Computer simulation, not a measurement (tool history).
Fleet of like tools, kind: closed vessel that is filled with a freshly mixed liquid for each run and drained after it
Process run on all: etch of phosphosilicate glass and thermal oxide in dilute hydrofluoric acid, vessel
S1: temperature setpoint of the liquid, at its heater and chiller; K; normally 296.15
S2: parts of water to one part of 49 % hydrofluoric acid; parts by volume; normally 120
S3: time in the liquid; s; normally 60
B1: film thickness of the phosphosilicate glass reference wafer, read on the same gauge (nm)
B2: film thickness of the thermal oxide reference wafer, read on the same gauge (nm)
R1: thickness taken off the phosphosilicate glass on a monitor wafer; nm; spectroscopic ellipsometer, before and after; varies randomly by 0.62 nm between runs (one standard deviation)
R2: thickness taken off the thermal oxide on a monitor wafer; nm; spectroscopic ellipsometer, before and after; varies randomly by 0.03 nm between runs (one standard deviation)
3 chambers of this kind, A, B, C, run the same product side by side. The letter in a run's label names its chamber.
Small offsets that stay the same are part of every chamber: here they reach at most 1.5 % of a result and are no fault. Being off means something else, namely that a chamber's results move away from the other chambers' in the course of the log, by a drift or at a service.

run   hour      S1   S2  S3      B1      B2       R1      R2
 1A    1.9  296.15  120  60  130.00  50.018   85.845  2.2817
 2C    6.0  296.15  120  60  130.02  50.007   85.152  2.1957
 3B    9.5  296.15  120  60  130.01  49.987   86.221  2.1994
 4C   12.4  296.15  120  60  129.98  50.003   85.048  2.2343
 5B   15.0  296.15  120  60  129.99  50.014   85.651  2.2628
 6A   17.0  296.15  120  60  129.98  49.996   84.415  2.2193
 7B   20.7  296.15  120  60  129.97  50.007   86.025  2.2186
 8A   23.0  296.15  120  60  130.01  49.987   84.805  2.2282
 9C   25.9  296.15  120  60  129.99  50.006   84.549  2.2231
10B   28.2  296.15  165  60  130.01  49.992   59.553  1.5737
11C   31.3  296.15  165  60  130.01  50.008   59.089  1.5515
12A   34.7  296.15  165  60  130.01  50.002   58.235  1.5926
13C   37.9  296.15  120  60  129.98  50.013   85.904  2.2425
      40.3  -- chamber C: thermometer replaced
14A   40.9  296.15  120  60  130.00  49.976   84.992  2.2794
15B   45.0  296.15  120  60  130.00  50.015   86.210  2.2517
16C   49.1  296.15  120  60  130.00  50.012   85.209  2.2115
17A   52.6  296.15  120  60  130.02  49.989   85.369  2.2098
18B   56.8  296.15  120  60  130.00  49.994   86.587  2.2082
19A   60.0  294.15  120  60  129.99  50.018   77.766  2.0440
20C   63.6  294.15  120  60  130.01  50.006   78.429  2.0601
21B   67.6  294.15  120  60  130.00  49.995   80.264  2.0801
22C   70.5  296.15  120  60  130.01  50.012   85.003  2.1918
23A   74.0  296.15  120  60  130.00  50.003   84.896  2.3010
24B   78.2  296.15  120  60  130.02  49.993   86.754  2.2401
25B   80.2  296.15  120  60  129.99  50.038   86.323  2.2503
26C   83.9  296.15  120  60  130.00  50.012   85.475  2.1892
27A   86.2  296.15   90  60  129.99  49.985  117.770  3.1440
28A   88.1  296.15   90  60  129.99  50.013  118.920  3.1052
29C   91.7  296.15   90  60  130.00  49.995  115.980  2.9989
30B   94.5  296.15  120  60  129.99  49.996   86.616  2.2448
31C   97.5  296.15  120  60  129.99  49.974   84.452  2.2376
32A   99.5  296.15  120  60  130.01  49.981   86.250  2.1917
33B  102.2  296.15  120  60  129.99  50.000   85.693  2.2840
34A  105.5  296.15  120  60  130.01  49.980   85.315  2.1584
35C  109.5  296.15  120  60  129.99  49.985   84.849  2.1938
36B  113.2  296.15  120  60  129.98  50.005   85.162  2.2799
37C  116.7  296.15  120  60  130.01  50.035   84.384  2.2510
38B  119.8  296.15  120  60  130.01  50.010   87.196  2.2830
39A  123.4  296.15  120  60  129.99  50.005   84.550  2.2939
40A  126.7  296.15  120  60  129.98  50.006   84.715  2.2601
41C  130.8  296.15  120  60  130.00  50.003   84.351  2.2311
42B  134.6  296.15  120  60  129.99  50.010   86.218  2.1799

Does one chamber stand apart from the rest, does the shared gauge drift, or is all well apart from small per-chamber offsets? Give the chamber and the most likely cause, where there is one.

No chamber is off and the gauge is stable; the differences are just each chamber's small, constant offset.
